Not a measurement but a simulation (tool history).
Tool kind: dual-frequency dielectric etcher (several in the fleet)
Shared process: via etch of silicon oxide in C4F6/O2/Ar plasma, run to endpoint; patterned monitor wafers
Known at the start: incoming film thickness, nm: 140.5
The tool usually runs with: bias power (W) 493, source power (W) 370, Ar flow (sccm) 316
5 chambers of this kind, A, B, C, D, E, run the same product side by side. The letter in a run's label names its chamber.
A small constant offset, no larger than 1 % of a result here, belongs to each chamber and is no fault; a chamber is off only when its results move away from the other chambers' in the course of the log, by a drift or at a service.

| run | hour | bias power (W) | source power (W) | Ar flow (sccm) | hours since the last wet clean | hours since the last bias power generator calibration | hours since the last source power generator calibration | hours since the last Ar flow controller change | endpoint time (s) |
|---|---|---|---|---|---|---|---|---|---|
| 1C | 6.7 | 493 | 370 | 316 | 286.2 | 1590.7 | 1451.4 | 3025.1 | 32.133 |
| 2E | 14.4 | 493 | 370 | 316 | 474.9 | 3025.2 | 360.3 | 1288.2 | 31.804 |
| 3D | 19.2 | 493 | 370 | 316 | 227.3 | 4916.5 | 490.5 | 1602.8 | 32.121 |
| 4B | 25.3 | 493 | 370 | 316 | 69.8 | 3139.6 | 964.5 | 2507.4 | 32.169 |
| 5A | 31.8 | 493 | 370 | 316 | 268.1 | 2823.9 | 842.6 | 957.9 | 32.377 |
| 6B | 37.2 | 493 | 410 | 356 | 81.7 | 3151.5 | 976.4 | 2519.3 | 31.168 |
| 7C | 41.6 | 493 | 410 | 356 | 321.1 | 1625.6 | 1486.3 | 3060.0 | 31.360 |
| 8E | 47.5 | 493 | 410 | 356 | 508.0 | 3058.3 | 393.4 | 1321.3 | 31.232 |
| 9A | 51.7 | 493 | 410 | 356 | 288.0 | 2843.8 | 862.5 | 977.8 | 31.561 |
| 10D | 59.6 | 493 | 410 | 356 | 267.7 | 4956.9 | 530.9 | 1643.2 | 31.352 |
| 11B | 65.7 | 493 | 370 | 316 | 110.2 | 3180.0 | 1004.9 | 2547.8 | 32.180 |
| 12D | 69.5 | 571 | 370 | 316 | 277.6 | 4966.8 | 540.8 | 1653.1 | 30.272 |
|  | 76.4 | chamber C: wet clean of the chamber |
| 13A | 76.7 | 571 | 370 | 316 | 313.0 | 2868.8 | 887.5 | 1002.8 | 30.484 |
| 14E | 83.1 | 571 | 370 | 316 | 543.6 | 3093.9 | 429.0 | 1356.9 | 30.138 |
|  | 86.5 | chamber D: bias power generator calibrated |
|  | 88.0 | chamber E: wet clean of the chamber |
| 15C | 90.9 | 571 | 370 | 316 | 14.6 | 1674.9 | 1535.6 | 3109.3 | 30.181 |
| 16D | 94.5 | 571 | 370 | 316 | 302.6 | 8.0 | 565.8 | 1678.1 | 30.324 |
| 17B | 98.5 | 493 | 370 | 316 | 143.0 | 3212.8 | 1037.7 | 2580.6 | 31.917 |
| 18A | 102.7 | 493 | 370 | 316 | 339.0 | 2894.8 | 913.5 | 1028.8 | 32.371 |
|  | 107.7 | chamber D: wet clean of the chamber |
| 19C | 109.9 | 493 | 370 | 316 | 33.6 | 1693.9 | 1554.6 | 3128.3 | 32.114 |
| 20E | 114.5 | 493 | 440 | 316 | 26.5 | 3125.3 | 460.4 | 1388.3 | 29.992 |
|  | 116.8 | chamber E: bias power generator calibrated |
| 21D | 118.1 | 493 | 440 | 316 | 10.4 | 31.6 | 589.4 | 1701.7 | 29.939 |
| 22A | 122.0 | 493 | 440 | 316 | 358.3 | 2914.1 | 932.8 | 1048.1 | 30.386 |
| 23C | 127.4 | 493 | 440 | 316 | 51.1 | 1711.4 | 1572.1 | 3145.8 | 29.958 |
| 24B | 134.6 | 493 | 440 | 316 | 179.1 | 3248.9 | 1073.8 | 2616.7 | 29.972 |
| 25E | 140.1 | 600 | 370 | 359 | 52.1 | 23.4 | 486.0 | 1413.9 | 30.138 |
| 26B | 146.0 | 600 | 370 | 359 | 190.5 | 3260.3 | 1085.2 | 2628.1 | 30.197 |
| 27C | 152.2 | 600 | 370 | 359 | 75.9 | 1736.2 | 1596.9 | 3170.6 | 30.090 |
| 28E | 160.1 | 600 | 370 | 359 | 72.1 | 43.4 | 506.0 | 1433.9 | 30.070 |
| 29D | 166.3 | 600 | 370 | 359 | 58.6 | 79.8 | 637.6 | 1749.9 | 30.075 |
| 30A | 171.9 | 493 | 370 | 316 | 408.2 | 2964.0 | 982.7 | 1098.0 | 32.328 |
| 31D | 178.1 | 493 | 370 | 316 | 70.4 | 91.6 | 649.4 | 1761.7 | 31.931 |

For the next run the whole fleet of 5 chambers uses the same settings. Give each chamber's results:
| 32A | 183.9 | 493 | 370 | 316 |  |  |  |  | ? |
| 32B | 183.9 | 493 | 370 | 316 |  |  |  |  | ? |
| 32C | 183.9 | 493 | 370 | 316 |  |  |  |  | ? |
| 32D | 183.9 | 493 | 370 | 316 |  |  |  |  | ? |
| 32E | 183.9 | 493 | 370 | 316 |  |  |  |  | ? |

| run | endpoint time (s) |
|---|---|
| 32A | 32.321 |
| 32B | 31.923 |
| 32C | 31.886 |
| 32D | 31.970 |
| 32E | 31.880 |
